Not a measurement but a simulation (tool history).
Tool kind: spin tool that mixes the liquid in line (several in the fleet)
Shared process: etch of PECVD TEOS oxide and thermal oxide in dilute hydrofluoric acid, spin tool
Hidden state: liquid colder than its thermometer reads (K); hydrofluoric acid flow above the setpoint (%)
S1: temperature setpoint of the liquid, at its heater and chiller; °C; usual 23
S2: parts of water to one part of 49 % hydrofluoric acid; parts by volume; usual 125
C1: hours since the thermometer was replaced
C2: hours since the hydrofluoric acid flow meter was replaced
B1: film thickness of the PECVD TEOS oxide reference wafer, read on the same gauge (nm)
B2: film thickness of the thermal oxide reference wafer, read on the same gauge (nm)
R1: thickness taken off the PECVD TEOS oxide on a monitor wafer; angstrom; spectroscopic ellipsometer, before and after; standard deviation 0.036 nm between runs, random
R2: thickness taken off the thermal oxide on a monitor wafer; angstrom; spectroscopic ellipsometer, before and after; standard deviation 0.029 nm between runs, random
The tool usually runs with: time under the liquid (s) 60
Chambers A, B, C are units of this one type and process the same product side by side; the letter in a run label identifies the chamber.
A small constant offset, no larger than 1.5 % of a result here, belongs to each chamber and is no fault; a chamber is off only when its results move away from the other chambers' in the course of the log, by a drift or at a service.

run 1C hour=6.6 | S1=23 S2=125 time_under_the_liquid_(s)=60 | C1=1915.3 C2=1136.6 | B1=39.985 B2=70.025 | R1=71.346 R2=20.239
run 2A hour=13.2 | S1=23 S2=125 time_under_the_liquid_(s)=60 | C1=331.6 C2=336.4 | B1=39.992 B2=70.013 | R1=71.17 R2=19.96
run 3B hour=19.5 | S1=23 S2=125 time_under_the_liquid_(s)=60 | C1=985.9 C2=1462.3 | B1=40.018 B2=70.009 | R1=71.183 R2=19.852
run 4B hour=25.6 | S1=23 S2=125 time_under_the_liquid_(s)=60 | C1=992 C2=1468.4 | B1=39.99 B2=69.99 | R1=70.51 R2=20.509
run 5A hour=31.5 | S1=23 S2=125 time_under_the_liquid_(s)=60 | C1=349.9 C2=354.7 | B1=39.993 B2=69.985 | R1=71.373 R2=20.283
run 6C hour=35.8 | S1=23 S2=125 time_under_the_liquid_(s)=60 | C1=1944.5 C2=1165.8 | B1=39.953 B2=70.008 | R1=71.097 R2=20.645
run 7A hour=40.2 | S1=23 S2=125 time_under_the_liquid_(s)=60 | C1=358.6 C2=363.4 | B1=40.014 B2=70.003 | R1=71.227 R2=20.145
run 8B hour=45 | S1=23 S2=125 time_under_the_liquid_(s)=60 | C1=1011.4 C2=1487.8 | B1=39.982 B2=69.972 | R1=71.025 R2=20.48
run 9C hour=50.1 | S1=23 S2=75 time_under_the_liquid_(s)=60 | C1=1958.8 C2=1180.1 | B1=39.99 B2=70.015 | R1=125.65 R2=35.825
run 10B hour=55.3 | S1=23 S2=75 time_under_the_liquid_(s)=60 | C1=1021.7 C2=1498.1 | B1=40.006 B2=69.986 | R1=126.99 R2=36.643
run 11A hour=59.6 | S1=23 S2=75 time_under_the_liquid_(s)=60 | C1=378 C2=382.8 | B1=40.004 B2=70.007 | R1=128.65 R2=35.701
run 12C hour=65 | S1=23 S2=125 time_under_the_liquid_(s)=60 | C1=1973.7 C2=1195 | B1=40.033 B2=70.001 | R1=71.202 R2=20.89
run 13C hour=69.9 | S1=23 S2=125 time_under_the_liquid_(s)=60 | C1=1978.6 C2=1199.9 | B1=40.007 B2=70.003 | R1=71.351 R2=20.34
run 14A hour=72.9 | S1=23 S2=125 time_under_the_liquid_(s)=60 | C1=391.3 C2=396.1 | B1=40.002 B2=69.999 | R1=70.751 R2=20.299
run 15B hour=79.2 | S1=23 S2=100 time_under_the_liquid_(s)=60 | C1=1045.6 C2=1522 | B1=39.947 B2=69.984 | R1=91.603 R2=26.096
run 16C hour=82.8 | S1=23 S2=100 time_under_the_liquid_(s)=60 | C1=1991.5 C2=1212.8 | B1=39.984 B2=69.993 | R1=90.494 R2=25.4
run 17A hour=88.1 | S1=23 S2=100 time_under_the_liquid_(s)=60 | C1=406.5 C2=411.3 | B1=39.99 B2=70.003 | R1=92.125 R2=26.227
run 18B hour=93.9 | S1=23 S2=125 time_under_the_liquid_(s)=60 | C1=1060.3 C2=1536.7 | B1=39.986 B2=70.004 | R1=71.221 R2=19.964
run 19B hour=99 | S1=23 S2=125 time_under_the_liquid_(s)=60 | C1=1065.4 C2=1541.8 | B1=40.022 B2=69.988 | R1=70.801 R2=19.925
run 20A hour=105.5 | S1=23 S2=125 time_under_the_liquid_(s)=60 | C1=423.9 C2=428.7 | B1=39.947 B2=69.982 | R1=71.171 R2=20.39
run 21C hour=111.6 | S1=23 S2=125 time_under_the_liquid_(s)=60 | C1=2020.3 C2=1241.6 | B1=39.96 B2=70.004 | R1=72.235 R2=20.348
run 22B hour=117.3 | S1=23 S2=125 time_under_the_liquid_(s)=60 | C1=1083.7 C2=1560.1 | B1=39.978 B2=70.026 | R1=71.169 R2=20.995
run 23A hour=123.9 | S1=23 S2=125 time_under_the_liquid_(s)=60 | C1=442.3 C2=447.1 | B1=40.032 B2=69.973 | R1=71.478 R2=19.833
run 24C hour=126.7 | S1=23 S2=125 time_under_the_liquid_(s)=60 | C1=2035.4 C2=1256.7 | B1=40.016 B2=69.968 | R1=71.057 R2=20.164
run 25B hour=130.7 | S1=23 S2=125 time_under_the_liquid_(s)=60 | C1=1097.1 C2=1573.5 | B1=39.97 B2=69.987 | R1=71.109 R2=20.685
run 26A hour=137.3 | S1=23 S2=125 time_under_the_liquid_(s)=60 | C1=455.7 C2=460.5 | B1=40.01 B2=70.017 | R1=71.275 R2=20.361
run 27C hour=142.8 | S1=23 S2=125 time_under_the_liquid_(s)=60 | C1=2051.5 C2=1272.8 | B1=40.01 B2=69.994 | R1=70.886 R2=19.847
run 28A hour=148.5 | S1=23 S2=125 time_under_the_liquid_(s)=60 | C1=466.9 C2=471.7 | B1=39.991 B2=70.002 | R1=71.456 R2=20.032
run 29C hour=151.6 | S1=23 S2=125 time_under_the_liquid_(s)=60 | C1=2060.3 C2=1281.6 | B1=39.976 B2=70.008 | R1=71.146 R2=19.942
run 30B hour=154.9 | S1=23 S2=125 time_under_the_liquid_(s)=60 | C1=1121.3 C2=1597.7 | B1=39.96 B2=70.003 | R1=71.484 R2=20.577
run 31A hour=161.4 | S1=23 S2=95 time_under_the_liquid_(s)=30 | C1=479.8 C2=484.6 | B1=39.974 B2=70.011 | R1=48.72 R2=14.1
run 32C hour=165 | S1=23 S2=95 time_under_the_liquid_(s)=30 | C1=2073.7 C2=1295 | B1=40.031 B2=70.021 | R1=48.382 R2=13.871
run 33B hour=171.5 | S1=23 S2=95 time_under_the_liquid_(s)=30 | C1=1137.9 C2=1614.3 | B1=40.008 B2=70.006 | R1=48.757 R2=13.48
run 34C hour=175.4 | S1=23 S2=125 time_under_the_liquid_(s)=60 | C1=2084.1 C2=1305.4 | B1=39.993 B2=70.006 | R1=71.697 R2=21.019
run 35B hour=179.4 | S1=23 S2=125 time_under_the_liquid_(s)=60 | C1=1145.8 C2=1622.2 | B1=39.964 B2=70.009 | R1=70.727 R2=20.392
run 36A hour=185.7 | S1=23 S2=125 time_under_the_liquid_(s)=60 | C1=504.1 C2=508.9 | B1=40.02 B2=70.023 | R1=71.329 R2=20.438
run 37C hour=189.7 | S1=23 S2=125 time_under_the_liquid_(s)=60 | C1=2098.4 C2=1319.7 | B1=39.983 B2=69.985 | R1=70.358 R2=20.312
run 38A hour=192.8 | S1=23 S2=125 time_under_the_liquid_(s)=60 | C1=511.2 C2=516 | B1=40.02 B2=70.002 | R1=71.159 R2=20.719
run 39B hour=198.3 | S1=23 S2=125 time_under_the_liquid_(s)=60 | C1=1164.7 C2=1641.1 | B1=40.02 B2=70.012 | R1=71.163 R2=19.881
run 40C hour=202.2 | S1=23 S2=125 time_under_the_liquid_(s)=60 | C1=2110.9 C2=1332.2 | B1=39.99 B2=70.021 | R1=71.507 R2=20.47
run 41A hour=208.7 | S1=26.5 S2=70 time_under_the_liquid_(s)=60 | C1=527.1 C2=531.9 | B1=39.986 B2=69.984 | R1=158.45 R2=44.424
run 42B hour=215.3 | S1=26.5 S2=70 time_under_the_liquid_(s)=60 | C1=1181.7 C2=1658.1 | B1=40.007 B2=70.004 | R1=157.17 R2=45.119
run 43C hour=220.5 | S1=26.5 S2=70 time_under_the_liquid_(s)=60 | C1=2129.2 C2=1350.5 | B1=39.999 B2=69.994 | R1=156.32 R2=43.034

What goes on in this fleet: one chamber off, a drifting gauge, or nothing beyond the chambers' own small offsets? Name the chamber and the cause, if any.

No chamber stands off beyond its own small offset, and the gauge holds steady.

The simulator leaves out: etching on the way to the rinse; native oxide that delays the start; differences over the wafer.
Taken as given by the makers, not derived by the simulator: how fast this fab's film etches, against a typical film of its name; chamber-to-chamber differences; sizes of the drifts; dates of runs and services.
